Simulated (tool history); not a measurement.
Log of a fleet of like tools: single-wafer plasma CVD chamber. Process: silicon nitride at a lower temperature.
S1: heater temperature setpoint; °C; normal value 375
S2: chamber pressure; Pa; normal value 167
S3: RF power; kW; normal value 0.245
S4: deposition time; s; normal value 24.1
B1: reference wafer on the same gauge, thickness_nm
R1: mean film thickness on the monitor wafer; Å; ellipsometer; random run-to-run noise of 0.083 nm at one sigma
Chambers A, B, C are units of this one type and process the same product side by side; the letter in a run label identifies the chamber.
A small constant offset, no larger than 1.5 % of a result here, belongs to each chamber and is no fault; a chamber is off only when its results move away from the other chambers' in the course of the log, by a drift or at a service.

Run 1B, day 0.354: usual settings; B1 22.311. Result: R1 228.69 Å.
Run 2C, day 0.804: usual settings; B1 22.297. Result: R1 226.91 Å.
Run 3A, day 1.229: usual settings; B1 22.312. Result: R1 230.98 Å.
Run 4A, day 1.654: usual settings; B1 22.305. Result: R1 228.57 Å.
Run 5B, day 2.054: usual settings; B1 22.313. Result: R1 228.03 Å.
Run 6C, day 2.292: usual settings; B1 22.301. Result: R1 227.73 Å.
Run 7B, day 2.738: usual settings; B1 22.294. Result: R1 226.55 Å.
Run 8C, day 3.046: usual settings; B1 22.288. Result: R1 227.29 Å.
Run 9A, day 3.3: usual settings; B1 22.302. Result: R1 229.51 Å.
Run 10A, day 3.712: usual settings; B1 22.284. Result: R1 229.08 Å.
At day 4.15: chamber B: RF generator calibrated.
Run 11B, day 4.154: usual settings but S1 365 °C; B1 22.295. Result: R1 227.81 Å.
Run 12C, day 4.388: usual settings but S1 365 °C; B1 22.28. Result: R1 227.57 Å.
Run 13C, day 4.608: usual settings but S1 365 °C; B1 22.296. Result: R1 227.62 Å.
Run 14B, day 4.875: usual settings; B1 22.282. Result: R1 227.26 Å.
Run 15A, day 5.254: usual settings but S2 189 Pa; B1 22.298. Result: R1 237.38 Å.
Run 16B, day 5.471: usual settings but S2 189 Pa; B1 22.312. Result: R1 236.29 Å.
Run 17A, day 5.912: usual settings but S2 189 Pa; B1 22.302. Result: R1 239.09 Å.
Run 18C, day 6.354: usual settings but S4 26.9 s; B1 22.291. Result: R1 250.38 Å.
Run 19B, day 6.712: usual settings but S4 26.9 s; B1 22.302. Result: R1 253.41 Å.
Run 20A, day 6.975: usual settings but S4 26.9 s; B1 22.31. Result: R1 256.14 Å.
Run 21C, day 7.367: usual settings; B1 22.322. Result: R1 224.17 Å.
Run 22A, day 7.717: usual settings; B1 22.304. Result: R1 229.1 Å.
Run 23C, day 7.988: usual settings; B1 22.292. Result: R1 222.79 Å.
Run 24B, day 8.417: usual settings; B1 22.29. Result: R1 228.35 Å.
Run 25C, day 8.762: usual settings; B1 22.303. Result: R1 222.51 Å.
Run 26B, day 9.021: usual settings but S1 369 °C; B1 22.307. Result: R1 228.57 Å.
Run 27A, day 9.333: usual settings but S1 369 °C; B1 22.307. Result: R1 230.3 Å.
Run 28A, day 9.558: usual settings but S1 369 °C; B1 22.31. Result: R1 230.55 Å.
Run 29B, day 9.9: usual settings; B1 22.296. Result: R1 228.15 Å.
Run 30C, day 10.325: usual settings; B1 22.299. Result: R1 220.05 Å.
Run 31B, day 10.638: usual settings; B1 22.289. Result: R1 227.91 Å.
Run 32C, day 10.925: usual settings; B1 22.308. Result: R1 219.11 Å.
Run 33A, day 11.204: usual settings; B1 22.29. Result: R1 231.01 Å.
Run 34A, day 11.446: usual settings; B1 22.306. Result: R1 230.76 Å.
Run 35B, day 11.821: usual settings; B1 22.283. Result: R1 227.31 Å.
Run 36C, day 12.133: usual settings but S2 131 Pa, S4 22.1 s; B1 22.295. Result: R1 184.21 Å.
Run 37B, day 12.546: usual settings but S2 131 Pa, S4 22.1 s; B1 22.288. Result: R1 193.53 Å.

The same settings go to every chamber for the next run, one line per chamber below. Forecast the results for each:
Run 38A, day 12.879: usual settings. Result: R1 ?.
Run 38B, day 12.879: usual settings. Result: R1 ?.
Run 38C, day 12.879: usual settings. Result: R1 ?.

run      R1
38A   228.4
38B  227.54
38C  215.48
